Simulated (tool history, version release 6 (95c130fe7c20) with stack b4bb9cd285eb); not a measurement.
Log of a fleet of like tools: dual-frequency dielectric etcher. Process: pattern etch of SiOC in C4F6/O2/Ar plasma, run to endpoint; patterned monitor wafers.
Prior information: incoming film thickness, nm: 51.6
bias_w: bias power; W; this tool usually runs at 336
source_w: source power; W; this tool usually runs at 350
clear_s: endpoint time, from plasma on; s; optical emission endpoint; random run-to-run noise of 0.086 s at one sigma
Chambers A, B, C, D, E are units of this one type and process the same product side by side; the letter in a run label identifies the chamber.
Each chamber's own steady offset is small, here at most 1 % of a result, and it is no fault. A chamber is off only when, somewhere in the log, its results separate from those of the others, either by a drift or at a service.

run,hour,bias_w,source_w,clear_s
1C,4.5,336,350,20.946
2D,8.2,336,350,21.264
3E,13.2,336,350,21.045
4B,18.6,336,350,20.786
5A,24,336,350,21.404
6B,28.3,336,350,20.847
7D,33.8,336,350,21.128
8C,37.4,336,350,21.076
9E,41.6,336,350,20.928
# hour 46.7: chamber C: wet clean of the chamber
10A,47.4,336,350,21.286
11B,52,336,350,20.984
12C,56.5,336,350,20.914
13D,59.6,336,350,21.198
14A,64.6,336,350,21.32
# hour 64.8: chamber E: wet clean of the chamber
15E,67.4,336,350,20.191
16E,71.3,336,350,20.461
17C,76.9,336,350,21.015
18A,81.9,336,350,21.495
19D,84.5,336,350,21.197
20B,88.8,336,350,20.93
21E,93.5,336,350,20.297
22A,97.6,336,350,21.326
23D,102.7,336,350,21.104
24B,106.7,380,270,22.124
25C,109.3,380,270,22.042
26B,112.7,380,270,21.966
27E,117,380,270,21.309
28D,121.3,380,270,22.434
# hour 123.7: chamber B: wet clean of the chamber
29A,127.4,336,350,21.316
30C,131.2,336,350,20.949
31D,134,336,350,21.268
32A,138,336,350,21.332
33C,143.4,336,350,20.882
34E,147.9,336,350,20.269
35B,152.4,336,350,20.901
36C,155.3,277,350,22.489
37B,160,277,350,22.306
38E,164.3,277,350,21.713

For the next run the whole fleet of 5 chambers uses the same settings. Give each chamber's results:
39A,168.7,285,350,?
39B,168.7,285,350,?
39C,168.7,285,350,?
39D,168.7,285,350,?
39E,168.7,285,350,?

run,clear_s
39A,22.729
39B,22.216
39C,22.365
39D,22.452
39E,21.43
